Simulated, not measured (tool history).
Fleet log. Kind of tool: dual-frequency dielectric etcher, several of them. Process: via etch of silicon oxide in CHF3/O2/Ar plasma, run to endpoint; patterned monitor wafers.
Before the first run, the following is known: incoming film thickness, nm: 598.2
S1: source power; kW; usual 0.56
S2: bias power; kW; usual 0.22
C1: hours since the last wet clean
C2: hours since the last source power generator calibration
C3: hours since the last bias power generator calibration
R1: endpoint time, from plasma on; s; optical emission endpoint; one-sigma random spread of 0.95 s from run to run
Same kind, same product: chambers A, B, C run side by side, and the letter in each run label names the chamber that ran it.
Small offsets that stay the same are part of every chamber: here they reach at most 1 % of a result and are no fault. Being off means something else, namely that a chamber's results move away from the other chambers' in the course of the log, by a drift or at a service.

run   hour    S1     S2     C1      C2      C3      R1
 1B    6.1  0.56   0.22  405.9   700.4  2978.6  286.73
 2C    9.8  0.56   0.22  193.6   782.2  2357.3   290.4
 3A   15.4  0.56   0.22  182.1  1401.5  2230.9  289.35
 4B   20.1  0.56   0.22  419.9   714.4  2992.6  288.84
      21.6  -- chamber B: wet clean of the chamber
 5C   24.3  0.56   0.22  208.1   796.7  2371.8   288.6
 6A   28.3  0.56   0.22    195  1414.4  2243.8  290.87
 7A   32.5  0.56   0.22  199.2  1418.6    2248  289.92
 8B   40.3  0.56   0.22   18.7   734.6  3012.8  288.06
 9C   45.8  0.46  0.194  229.6   818.2  2393.3  328.64
10B   53.4  0.46  0.194   31.8   747.7  3025.9  324.67
11C   59.8  0.46  0.194  243.6   832.2  2407.3  328.86
12A   65.4  0.56   0.22  232.1  1451.5  2280.9  289.71
13A   72.1  0.56   0.22  238.8  1458.2  2287.6  289.63
14B   79.5  0.56   0.22   57.9   773.8    3052  288.63
15C   86.7  0.56   0.22  270.5   859.1  2434.2  289.13
16C   91.8  0.56   0.22  275.6   864.2  2439.3  290.08
17A   99.3  0.56   0.22    266  1485.4  2314.8  290.98
18B    103  0.56   0.22   81.4   797.3  3075.5  286.03
19A  108.5  0.56   0.22  275.2  1494.6    2324  291.04
20C  115.2  0.56   0.22    299   887.6  2462.7  289.47
21B  122.9  0.56   0.22  101.3   817.2  3095.4  285.73
22B  130.2  0.56   0.22  108.6   824.5  3102.7  288.06
23C    135  0.56   0.22  318.8   907.4  2482.5  290.29
24A  140.8  0.56   0.22  307.5  1526.9  2356.3  292.39
25C    148  0.56   0.22  331.8   920.4  2495.5  290.42
26A  152.7  0.46  0.274  319.4  1538.8  2368.2  291.94
27B    158  0.46  0.274  136.4   852.3  3130.5  285.35
28B  166.1  0.46  0.274  144.5   860.4  3138.6  287.52
29C  171.2  0.56   0.22    355   943.6  2518.7  290.01
30A  176.5  0.56   0.22  343.2  1562.6    2392  297.83
31C  180.3  0.56   0.22  364.1   952.7  2527.8  290.39
32B    186   0.7   0.22  164.4   880.3  3158.5  263.19
33A  190.5   0.7   0.22  357.2  1576.6    2406  274.99
34C  198.5   0.7   0.22  382.3   970.9    2546  265.97
35B  205.2  0.56   0.22  183.6   899.5  3177.7  288.98
36A  212.8  0.56   0.22  379.5  1598.9  2428.3  302.02
37A  219.5  0.56   0.22  386.2  1605.6    2435  302.29
38C  224.1  0.56   0.22  407.9   996.5  2571.6   289.1
39B  228.1  0.56   0.22  206.5   922.4  3200.6  287.22
40B    236  0.56   0.22  214.4   930.3  3208.5  288.61

Next, all 3 chambers run the settings below, one line each with question marks for the results. What does each chamber give?
41A  241.9  0.56  0.203               ?
41B  241.9  0.56  0.203               ?
41C  241.9  0.56  0.203               ?

run      R1
41A   311.7
41B  295.24
41C  297.74

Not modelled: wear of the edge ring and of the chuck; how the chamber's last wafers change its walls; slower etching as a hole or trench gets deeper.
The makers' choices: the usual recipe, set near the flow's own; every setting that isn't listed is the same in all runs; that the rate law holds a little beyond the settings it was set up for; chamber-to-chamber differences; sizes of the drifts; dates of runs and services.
